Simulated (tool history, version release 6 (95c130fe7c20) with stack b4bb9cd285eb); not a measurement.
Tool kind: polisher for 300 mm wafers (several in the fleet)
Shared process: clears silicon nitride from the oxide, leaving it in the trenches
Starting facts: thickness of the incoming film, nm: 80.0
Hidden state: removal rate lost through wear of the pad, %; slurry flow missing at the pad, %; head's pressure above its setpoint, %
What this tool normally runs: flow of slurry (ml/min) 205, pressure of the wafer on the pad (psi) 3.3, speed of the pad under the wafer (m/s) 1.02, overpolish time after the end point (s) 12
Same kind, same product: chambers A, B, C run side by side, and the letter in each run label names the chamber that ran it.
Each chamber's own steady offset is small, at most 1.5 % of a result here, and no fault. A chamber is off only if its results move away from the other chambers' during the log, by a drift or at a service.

run	hour	flow of slurry (ml/min)	pressure of the wafer on the pad (psi)	speed of the pad under the wafer (m/s)	overpolish time after the end point (s)	wafers polished on this pad	hours since the slurry nozzle was cleaned	hours since the head pressure was calibrated	time until the end point was called (s)
1C	13.0	205	3.3	1.02	12	624	89.2	913.7	64.211
2B	23.8	205	3.3	1.02	12	1110	180.8	681.2	61.578
# hour 35.6: chamber B: worn pad replaced by a new one
3A	36.2	205	3.3	1.02	12	504	263.4	246.7	62.255
4A	44.9	205	3.3	1.02	12	587	272.1	255.4	64.449
5B	52.5	205	3.3	1.02	12	161	209.5	709.9	65.139
6C	68.2	205	3.3	1.02	12	1151	144.4	968.9	63.200
7A	76.3	205	3.3	1.02	12	887	303.5	286.8	61.624
8B	87.3	205	3.3	1.02	12	493	244.3	744.7	61.958
# hour 88.9: chamber C: worn pad replaced by a new one
9C	97.9	205	3.3	1.02	12	85	174.1	998.6	61.626
10A	110.0	205	3.3	1.02	12	1209	337.2	320.5	64.663
11C	124.9	205	3.3	1.02	12	343	201.1	1025.6	63.617
12B	137.1	205	3.3	1.26	12	968	294.1	794.5	49.855
13B	146.0	205	3.3	1.26	12	1053	303.0	803.4	50.214
# hour 152.7: chamber B: worn pad replaced by a new one
14A	154.0	205	3.3	1.26	12	1628	381.2	364.5	51.953
15C	162.0	205	3.3	1.02	12	697	238.2	1062.7	63.514
16A	171.2	205	3.3	1.02	12	1792	398.4	381.7	65.423
17C	184.6	205	3.3	1.02	12	913	260.8	1085.3	64.441
18B	193.1	205	3.3	1.02	12	386	350.1	850.5	63.555
19B	205.9	205	3.3	1.02	12	508	362.9	863.3	62.530
20C	213.1	205	3.3	1.02	12	1185	289.3	1113.8	64.351
21A	223.9	205	3.3	1.02	12	2295	451.1	434.4	66.570
22A	234.6	205	3.3	0.72	12	2397	461.8	445.1	93.828
23B	241.5	205	3.3	0.72	12	847	398.5	898.9	89.115
# hour 245.1: chamber C: worn pad replaced by a new one
24C	257.3	205	3.3	0.72	12	117	333.5	1158.0	87.923
# hour 267.5: chamber C: head pressure recalibrated
25A	269.1	205	3.3	1.02	12	2727	496.3	479.6	67.114
# hour 281.3: chamber A: slurry nozzle cleaned
26B	281.7	205	3.3	1.02	12	1231	438.7	939.1	63.386
# hour 292.4: chamber B: worn pad replaced by a new one
27C	293.7	205	3.3	1.02	12	464	369.9	26.3	62.251
# hour 306.1: chamber C: slurry nozzle cleaned
28C	308.8	205	3.3	1.02	12	608	2.8	41.4	61.396
29B	319.7	205	3.3	1.02	12	260	476.7	977.1	64.121
30A	328.7	205	3.3	1.02	12	3295	47.4	539.2	67.461
31A	336.8	205	3.3	1.02	12	3373	55.5	547.3	66.746
32C	345.8	205	3.3	1.02	12	961	39.8	78.4	62.622
33B	359.5	205	3.3	1.02	12	640	516.5	1016.9	62.747
# hour 365.7: chamber C: worn pad replaced by a new one
34B	368.2	205	3.3	1.02	12	723	525.2	1025.6	61.867
35A	378.2	205	3.3	1.02	12	3768	96.9	588.7	67.883
36C	386.4	205	4.1	0.90	12	198	80.4	119.0	55.779
# hour 398.4: chamber B: worn pad replaced by a new one
37B	400.4	205	4.1	0.90	12	19	557.4	1057.8	57.721
# hour 410.8: chamber A: head pressure recalibrated
38C	411.1	205	4.1	0.90	12	433	105.1	143.7	56.845
39A	418.9	205	3.3	1.02	12	4156	137.6	8.1	69.979
40C	429.5	205	3.3	1.02	12	609	123.5	162.1	63.238
41B	440.7	205	3.3	1.02	12	403	597.7	1098.1	60.431
42A	450.2	205	3.3	1.02	12	4455	168.9	39.4	71.135

Does one chamber stand apart from the rest, does the shared gauge drift, or is all well apart from small per-chamber offsets? Give the chamber and the most likely cause, where there is one.

It is chamber A that slowly wanders off from its peers.
Most likely cause: removal rate lost through wear of the pad, % = 11.9.

Below are 4 candidate recipes for chamber A's next run, each the usual settings with a change, their results shown as question marks. Which of them brings A's results back in line with what the other chambers give on the usual settings?
Counts as in line when no further than this from what the other chambers average on the usual settings: time until the end point was called (s) 3.600
43A-1	461.6	200	2.9	1.02	12				?
43A-2	461.6	205	3.7	1.14	12				?
43A-3	461.6	200	3.3	0.80	12				?
43A-4	461.6	210	3.7	1.02	12				?

The other chambers' mean on the usual settings: time until the end point was called (s) 62.871
run	time until the end point was called (s)
43A-1	82.017
43A-2	57.342
43A-3	92.076
43A-4	63.915
43A-4 brings the chamber back in line.

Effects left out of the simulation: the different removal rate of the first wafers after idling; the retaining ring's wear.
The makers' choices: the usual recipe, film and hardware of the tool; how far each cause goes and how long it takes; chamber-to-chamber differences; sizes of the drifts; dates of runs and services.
